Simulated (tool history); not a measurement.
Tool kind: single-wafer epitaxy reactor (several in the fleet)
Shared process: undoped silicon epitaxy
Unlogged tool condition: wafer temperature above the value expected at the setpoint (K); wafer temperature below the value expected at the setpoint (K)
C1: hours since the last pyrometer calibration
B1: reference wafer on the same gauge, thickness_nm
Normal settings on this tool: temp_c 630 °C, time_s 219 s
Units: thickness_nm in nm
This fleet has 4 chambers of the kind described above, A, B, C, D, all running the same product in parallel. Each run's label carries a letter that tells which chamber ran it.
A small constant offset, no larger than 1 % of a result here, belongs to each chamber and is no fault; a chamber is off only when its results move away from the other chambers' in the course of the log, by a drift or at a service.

run 1C hour=4.2 | temp_c=630 time_s=219 | C1=1106.6 | B1=25.69 | thickness_nm=23.391
run 2D hour=10.3 | temp_c=630 time_s=219 | C1=979.9 | B1=25.696 | thickness_nm=23.488
run 3A hour=15.4 | temp_c=630 time_s=219 | C1=2934 | B1=25.686 | thickness_nm=23.371
run 4B hour=19.8 | temp_c=630 time_s=219 | C1=1475.6 | B1=25.688 | thickness_nm=23.53
run 5D hour=25.4 | temp_c=630 time_s=219 | C1=995 | B1=25.713 | thickness_nm=23.513
run 6A hour=29.8 | temp_c=630 time_s=219 | C1=2948.4 | B1=25.714 | thickness_nm=23.347
run 7B hour=36 | temp_c=630 time_s=219 | C1=1491.8 | B1=25.697 | thickness_nm=23.646
run 8C hour=41.3 | temp_c=630 time_s=219 | C1=1143.7 | B1=25.706 | thickness_nm=23.49
run 9D hour=46.4 | temp_c=634 time_s=205 | C1=1016 | B1=25.699 | thickness_nm=24.026
run 10A hour=49.5 | temp_c=634 time_s=205 | C1=2968.1 | B1=25.687 | thickness_nm=23.868
run 11B hour=54 | temp_c=634 time_s=205 | C1=1509.8 | B1=25.693 | thickness_nm=24.186
run 12C hour=59.8 | temp_c=634 time_s=205 | C1=1162.2 | B1=25.688 | thickness_nm=24.012
run 13B hour=64.1 | temp_c=630 time_s=219 | C1=1519.9 | B1=25.694 | thickness_nm=23.585
run 14D hour=67.7 | temp_c=638 time_s=219 | C1=1037.3 | B1=25.693 | thickness_nm=28.083
run 15A hour=72.6 | temp_c=638 time_s=219 | C1=2991.2 | B1=25.713 | thickness_nm=27.981
-- hour=73.2 chamber A: pyrometer calibrated
run 16C hour=78 | temp_c=638 time_s=219 | C1=1180.4 | B1=25.704 | thickness_nm=28.059
run 17A hour=83.7 | temp_c=638 time_s=219 | C1=10.5 | B1=25.689 | thickness_nm=28.863
run 18C hour=88.9 | temp_c=621 time_s=180 | C1=1191.3 | B1=25.704 | thickness_nm=15.666
run 19D hour=92.9 | temp_c=621 time_s=180 | C1=1062.5 | B1=25.709 | thickness_nm=15.721
run 20B hour=96.7 | temp_c=621 time_s=180 | C1=1552.5 | B1=25.696 | thickness_nm=15.739
run 21C hour=100.7 | temp_c=621 time_s=180 | C1=1203.1 | B1=25.692 | thickness_nm=15.658
run 22A hour=106.3 | temp_c=630 time_s=219 | C1=33.1 | B1=25.699 | thickness_nm=24.112
run 23B hour=109.2 | temp_c=630 time_s=219 | C1=1565 | B1=25.717 | thickness_nm=23.594
run 24D hour=115.7 | temp_c=630 time_s=253 | C1=1085.3 | B1=25.698 | thickness_nm=27.13
run 25A hour=121.7 | temp_c=630 time_s=253 | C1=48.5 | B1=25.693 | thickness_nm=27.843
run 26D hour=128.3 | temp_c=630 time_s=253 | C1=1097.9 | B1=25.698 | thickness_nm=27.158
run 27B hour=134.6 | temp_c=630 time_s=253 | C1=1590.4 | B1=25.715 | thickness_nm=27.115
run 28C hour=138.6 | temp_c=630 time_s=219 | C1=1241 | B1=25.697 | thickness_nm=23.409
run 29D hour=144.2 | temp_c=624 time_s=219 | C1=1113.8 | B1=25.697 | thickness_nm=20.457
run 30C hour=150 | temp_c=624 time_s=219 | C1=1252.4 | B1=25.699 | thickness_nm=20.416
run 31A hour=154.3 | temp_c=624 time_s=219 | C1=81.1 | B1=25.704 | thickness_nm=21.078
run 32B hour=160.9 | temp_c=624 time_s=219 | C1=1616.7 | B1=25.697 | thickness_nm=20.59
run 33C hour=165.7 | temp_c=630 time_s=219 | C1=1268.1 | B1=25.699 | thickness_nm=23.46
run 34A hour=169.1 | temp_c=630 time_s=219 | C1=95.9 | B1=25.703 | thickness_nm=24.149
run 35D hour=173.1 | temp_c=643 time_s=240 | C1=1142.7 | B1=25.692 | thickness_nm=34.513
run 36B hour=179 | temp_c=643 time_s=240 | C1=1634.8 | B1=25.701 | thickness_nm=34.696

For the next run the whole fleet of 4 chambers uses the same settings. Give each chamber's results:
run 37A hour=183.8 | temp_c=630 time_s=219 | thickness_nm=?
run 37B hour=183.8 | temp_c=630 time_s=219 | thickness_nm=?
run 37C hour=183.8 | temp_c=630 time_s=219 | thickness_nm=?
run 37D hour=183.8 | temp_c=630 time_s=219 | thickness_nm=?

run=37A thickness_nm=24.072
run=37B thickness_nm=23.637
run=37C thickness_nm=23.438
run=37D thickness_nm=23.519
